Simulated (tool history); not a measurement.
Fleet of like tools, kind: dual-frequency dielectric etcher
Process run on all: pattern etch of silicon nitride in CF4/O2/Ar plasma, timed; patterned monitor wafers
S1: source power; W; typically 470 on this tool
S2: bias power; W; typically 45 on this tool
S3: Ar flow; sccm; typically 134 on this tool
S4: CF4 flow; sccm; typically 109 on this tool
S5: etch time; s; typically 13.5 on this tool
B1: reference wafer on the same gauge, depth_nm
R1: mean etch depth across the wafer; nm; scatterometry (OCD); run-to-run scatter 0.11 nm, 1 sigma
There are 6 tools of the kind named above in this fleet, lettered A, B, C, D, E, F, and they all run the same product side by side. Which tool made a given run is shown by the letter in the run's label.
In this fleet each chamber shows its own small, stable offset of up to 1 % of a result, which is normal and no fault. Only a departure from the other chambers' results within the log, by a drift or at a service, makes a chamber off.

| run | day | S1 | S2 | S3 | S4 | S5 | B1 | R1 |
|---|---|---|---|---|---|---|---|---|
| 1F | 0.508 | 470 | 45 | 134 | 109 | 13.5 | 18.883 | 22.786 |
| 2E | 0.954 | 470 | 45 | 134 | 109 | 13.5 | 18.901 | 22.693 |
| 3D | 1.229 | 470 | 45 | 134 | 109 | 13.5 | 18.902 | 22.76 |
| 4B | 1.583 | 470 | 45 | 134 | 109 | 13.5 | 18.9 | 22.963 |
| 5A | 2.092 | 470 | 45 | 134 | 109 | 13.5 | 18.891 | 22.756 |
| 6C | 2.388 | 470 | 45 | 134 | 109 | 13.5 | 18.906 | 22.684 |
| 7E | 2.925 | 470 | 45 | 134 | 109 | 13.5 | 18.904 | 22.586 |
| 8F | 3.375 | 470 | 45 | 134 | 109 | 13.5 | 18.895 | 23.023 |
| 9C | 3.842 | 400 | 36 | 134 | 109 | 13.5 | 18.904 | 18.174 |
| 10B | 4.146 | 400 | 36 | 134 | 109 | 13.5 | 18.894 | 18.24 |
| 11A | 4.492 | 400 | 36 | 134 | 109 | 13.5 | 18.912 | 17.998 |
| 12D | 4.846 | 400 | 36 | 134 | 109 | 13.5 | 18.893 | 18.241 |
| 13C | 5.154 | 400 | 36 | 134 | 109 | 13.5 | 18.909 | 18.007 |
| 14D | 5.558 | 400 | 36 | 134 | 109 | 13.5 | 18.898 | 18.322 |
| 15A | 6.008 | 470 | 45 | 134 | 109 | 13.5 | 18.91 | 22.678 |
| 16B | 6.525 | 470 | 45 | 134 | 109 | 13.5 | 18.899 | 22.858 |
| 17E | 6.879 | 470 | 45 | 134 | 109 | 13.5 | 18.904 | 22.868 |
| 18F | 7.471 | 470 | 45 | 134 | 109 | 13.5 | 18.895 | 22.941 |
| 19E | 7.942 | 470 | 45 | 134 | 109 | 13.5 | 18.891 | 22.867 |
|  | 8.288 | chamber A: source power generator calibrated |
| 20C | 8.383 | 470 | 45 | 134 | 109 | 13.5 | 18.91 | 22.656 |
| 21D | 8.929 | 470 | 45 | 134 | 109 | 13.5 | 18.913 | 22.626 |
| 22F | 9.192 | 470 | 45 | 134 | 109 | 13.5 | 18.904 | 23.027 |
| 23B | 9.604 | 370 | 45 | 134 | 109 | 14.5 | 18.888 | 19.75 |
|  | 9.85 | chamber A: wet clean of the chamber |
|  | 9.975 | chamber E: source power generator calibrated |
|  | 10.042 | chamber B: wet clean of the chamber |
| 24A | 10.083 | 370 | 45 | 134 | 109 | 14.5 | 18.922 | 19.172 |
| 25C | 10.358 | 370 | 45 | 134 | 109 | 14.5 | 18.91 | 19.703 |
| 26A | 10.846 | 370 | 45 | 134 | 109 | 14.5 | 18.916 | 19.256 |
| 27E | 11.138 | 370 | 45 | 134 | 109 | 14.5 | 18.898 | 19.639 |
|  | 11.146 | chamber C: Ar flow controller replaced |
|  | 11.175 | chamber B: bias power generator calibrated |
|  | 11.425 | chamber D: source power generator calibrated |
| 28F | 11.517 | 370 | 45 | 134 | 109 | 14.5 | 18.889 | 19.901 |
| 29B | 11.979 | 470 | 45 | 134 | 109 | 13.5 | 18.907 | 22.857 |
| 30D | 12.388 | 470 | 45 | 134 | 109 | 11 | 18.909 | 18.517 |
| 31D | 12.862 | 470 | 45 | 134 | 109 | 11 | 18.918 | 18.555 |
| 32E | 13.175 | 470 | 45 | 134 | 109 | 11 | 18.904 | 18.557 |
| 33A | 13.746 | 470 | 45 | 134 | 109 | 11 | 18.913 | 18.1 |
| 34C | 14.283 | 470 | 45 | 134 | 109 | 11 | 18.924 | 18.465 |
| 35B | 14.862 | 470 | 45 | 134 | 109 | 11 | 18.872 | 18.644 |
|  | 15.183 | chamber D: wet clean of the chamber |
| 36F | 15.371 | 470 | 45 | 134 | 109 | 13.5 | 18.914 | 22.681 |
| 37A | 15.842 | 400 | 45 | 134 | 109 | 13.5 | 18.891 | 19.091 |
| 38D | 16.254 | 400 | 45 | 134 | 109 | 13.5 | 18.918 | 20.028 |
| 39B | 16.721 | 400 | 45 | 134 | 109 | 13.5 | 18.881 | 20.004 |

One chamber off, gauge drift, or nothing amiss beyond the chambers' own small offsets? If it is a chamber, which one, and what is the likeliest cause?

Chamber A came out of a service off from its peers and stayed that way.
Cause: source power that arrives under what is set, % = 3.4.
The log may not separate it from: etch rate under this chamber's usual, %.

Which of the 4 candidates below, each the usual settings with something changed and its results left as question marks, puts chamber A back in line with what the other chambers give on the usual settings?
Maximum distance from the other chambers' mean on the usual settings for a result to count as in line: R1 0.4 nm
| 40A-1 | 17.146 | 470 | 45 | 134 | 109 | 13 |  | ? |
| 40A-2 | 17.146 | 480 | 46 | 133 | 110 | 14 |  | ? |
| 40A-3 | 17.146 | 480 | 46 | 134 | 110 | 13.5 |  | ? |
| 40A-4 | 17.146 | 460 | 44 | 135 | 108 | 13 |  | ? |

The other chambers' mean on the usual settings: R1 22.738 nm
| run | R1 |
|---|---|
| 40A-1 | 21.122 |
| 40A-2 | 23.413 |
| 40A-3 | 22.554 |
| 40A-4 | 20.509 |
It is 40A-3 that realigns the chamber with its peers.

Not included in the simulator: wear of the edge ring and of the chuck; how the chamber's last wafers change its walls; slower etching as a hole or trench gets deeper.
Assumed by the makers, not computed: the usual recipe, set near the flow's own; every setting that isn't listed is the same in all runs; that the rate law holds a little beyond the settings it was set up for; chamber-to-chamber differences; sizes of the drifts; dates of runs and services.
